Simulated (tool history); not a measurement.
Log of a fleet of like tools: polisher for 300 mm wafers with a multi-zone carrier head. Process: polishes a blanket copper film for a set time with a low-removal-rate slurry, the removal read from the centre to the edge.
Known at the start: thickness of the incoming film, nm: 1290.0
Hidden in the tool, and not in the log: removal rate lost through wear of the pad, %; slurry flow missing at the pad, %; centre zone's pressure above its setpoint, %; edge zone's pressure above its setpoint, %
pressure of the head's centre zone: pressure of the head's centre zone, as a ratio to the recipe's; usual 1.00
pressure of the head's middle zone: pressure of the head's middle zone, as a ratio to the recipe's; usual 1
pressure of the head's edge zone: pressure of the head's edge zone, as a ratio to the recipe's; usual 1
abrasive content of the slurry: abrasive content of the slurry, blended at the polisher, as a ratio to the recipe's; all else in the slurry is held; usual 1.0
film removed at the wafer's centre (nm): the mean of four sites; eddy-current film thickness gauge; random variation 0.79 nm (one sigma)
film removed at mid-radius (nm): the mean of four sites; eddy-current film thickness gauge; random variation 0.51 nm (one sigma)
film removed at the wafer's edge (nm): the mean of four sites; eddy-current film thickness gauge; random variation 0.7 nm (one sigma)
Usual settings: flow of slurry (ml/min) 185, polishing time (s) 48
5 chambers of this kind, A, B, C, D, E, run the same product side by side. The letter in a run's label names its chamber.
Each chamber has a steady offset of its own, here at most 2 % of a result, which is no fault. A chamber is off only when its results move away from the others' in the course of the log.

run,day,flow of slurry (ml/min),pressure of the head's centre zone,pressure of the head's middle zone,pressure of the head's edge zone,abrasive content of the slurry,polishing time (s),wafers polished on this pad,hours since the slurry nozzle was cleaned,hours since the centre zone pressure was calibrated,hours since the edge zone pressure was calibrated,film removed at the wafer's centre (nm),film removed at mid-radius (nm),film removed at the wafer's edge (nm)
1E,0.183,185,1.00,1,1,1.0,48,244,382.7,821.7,433.9,61.031,61.467,61.667
2A,0.471,185,1.00,1,1,1.0,48,696,32.4,450.1,534.0,60.179,61.969,60.777
# day 0.512: chamber C: worn pad replaced by a new one
3D,0.725,185,1.00,1,1,1.0,48,583,148.1,478.1,329.8,62.785,61.451,62.142
4C,0.879,185,1.00,1,1,1.0,48,66,608.6,100.4,295.0,60.717,61.743,59.807
5B,1.096,185,1.00,1,1,1.0,48,464,158.5,147.4,379.0,60.886,62.221,61.629
6A,1.262,185,1.00,1,1,1.0,48,840,51.4,469.1,553.0,61.221,61.693,60.187
7E,1.554,185,1.00,1,1,1.0,48,492,415.6,854.6,466.8,62.547,61.176,61.539
8B,1.775,185,1.00,1,1,1.0,48,587,174.8,163.7,395.3,60.216,60.536,61.473
# day 1.850: chamber A: worn pad replaced by a new one
# day 1.975: chamber D: slurry nozzle cleaned
9C,2.017,185,1.00,1,1,1.0,48,272,635.9,127.7,322.3,60.390,61.643,61.695
10D,2.167,185,1.00,1,1,1.0,48,844,4.7,512.7,364.4,60.225,60.644,63.456
11D,2.292,185,0.94,1,1,0.8,48,866,7.7,515.7,367.4,55.370,58.218,60.069
# day 2.458: chamber B: worn pad replaced by a new one
12E,2.525,185,0.94,1,1,0.8,48,667,438.9,877.9,490.1,54.313,59.680,58.019
# day 2.538: chamber E: centre zone pressure recalibrated
13C,2.742,185,0.94,1,1,0.8,48,403,653.3,145.1,339.7,54.431,59.020,59.398
14A,3.017,185,0.94,1,1,0.8,48,211,93.5,511.2,595.1,53.962,58.478,58.280
# day 3.129: chamber E: worn pad replaced by a new one
15B,3.188,185,0.94,1,1,0.8,48,132,208.7,197.6,429.2,54.561,58.936,58.341
16C,3.392,185,1.00,1,1,1.0,48,520,668.9,160.7,355.3,62.280,61.421,60.992
17B,3.546,185,1.00,1,1,1.3,48,196,217.3,206.2,437.8,65.096,65.278,64.038
18E,3.738,185,1.00,1,1,1.3,48,109,468.0,28.8,519.2,72.113,65.422,64.861
# day 3.862: chamber D: worn pad replaced by a new one
19D,3.929,185,1.00,1,1,1.3,48,12,47.0,555.0,406.7,65.346,65.089,65.523
20A,4.212,185,1.00,1,1,1.3,48,427,122.2,539.9,623.8,64.544,64.159,63.844
# day 4.358: chamber C: slurry nozzle cleaned
21E,4.404,185,1.00,1,1,1.3,48,230,484.0,44.8,535.2,72.159,64.763,64.993
22D,4.675,185,1.00,1,1,1.0,48,146,64.9,572.9,424.6,61.636,61.288,62.215
23A,4.912,185,1.00,1,1,1.0,48,553,139.0,556.7,640.6,61.038,60.513,60.674
24B,5.071,185,1.00,1,1,1.0,48,472,253.9,242.8,474.4,59.875,61.390,61.157
25C,5.225,185,1.00,1,1,1.0,48,851,20.9,204.7,399.3,60.455,61.207,60.494
26D,5.421,185,1.00,1,1,1.0,48,281,82.8,590.8,442.5,61.521,61.654,62.576
# day 5.542: chamber E: slurry nozzle cleaned
27A,5.579,185,1.00,1,1,1.0,48,674,155.0,572.7,656.6,59.966,60.792,60.039
28B,5.746,185,1.00,1,1,1.0,48,594,270.1,259.0,490.6,61.787,61.661,61.269
# day 5.829: chamber C: edge zone pressure recalibrated
29E,5.979,185,1.00,1,1,1.0,48,515,10.6,82.6,573.0,66.489,61.550,59.668
30C,6.262,185,1.00,1,1,1.0,48,1039,45.8,229.6,10.4,62.575,61.639,61.837
31D,6.529,185,1.00,1,1,1.0,48,481,109.4,617.4,469.1,61.089,61.506,61.561
32A,6.788,185,1.00,1,1,1.0,33,892,184.0,601.7,685.6,42.159,41.903,41.632
33C,6.967,185,1.00,1,1,1.0,33,1166,62.7,246.5,27.3,42.304,42.521,41.578
34E,7.108,185,1.00,1,1,1.0,33,719,37.7,109.7,600.1,47.044,42.391,42.302

What goes on in this fleet: one chamber off, a drifting gauge, or nothing beyond the chambers' own small offsets? Name the chamber and the cause, if any.

A service left chamber E off against the others.
Cause: centre zone's pressure above its setpoint, % = 8.62.

Here are 4 candidates for chamber E's next run, each the usual settings with a change, their results left as question marks. Which one brings its results back in line with what the others give on the usual settings?
In line means no further than this from the other chambers' mean on the usual settings: film removed at the wafer's centre (nm) 2.700; film removed at mid-radius (nm) 1.800; film removed at the wafer's edge (nm) 2.500
35E-1,7.317,180,0.93,1.02,1.03,1.0,47,,,,,?,?,?
35E-2,7.317,185,0.98,1.00,1.01,1.0,48,,,,,?,?,?
35E-3,7.317,190,1.07,0.98,0.97,1.0,49,,,,,?,?,?
35E-4,7.317,185,1.02,1.00,0.99,1.0,48,,,,,?,?,?

The other chambers' mean on the usual settings: film removed at the wafer's centre (nm) 61.319; film removed at mid-radius (nm) 61.332; film removed at the wafer's edge (nm) 61.348
run,film removed at the wafer's centre (nm),film removed at mid-radius (nm),film removed at the wafer's edge (nm)
35E-1,60.901,61.282,61.060
35E-2,66.222,61.688,61.920
35E-3,74.792,62.022,62.074
35E-4,69.210,61.675,61.264
35E-1 brings the chamber back in line.
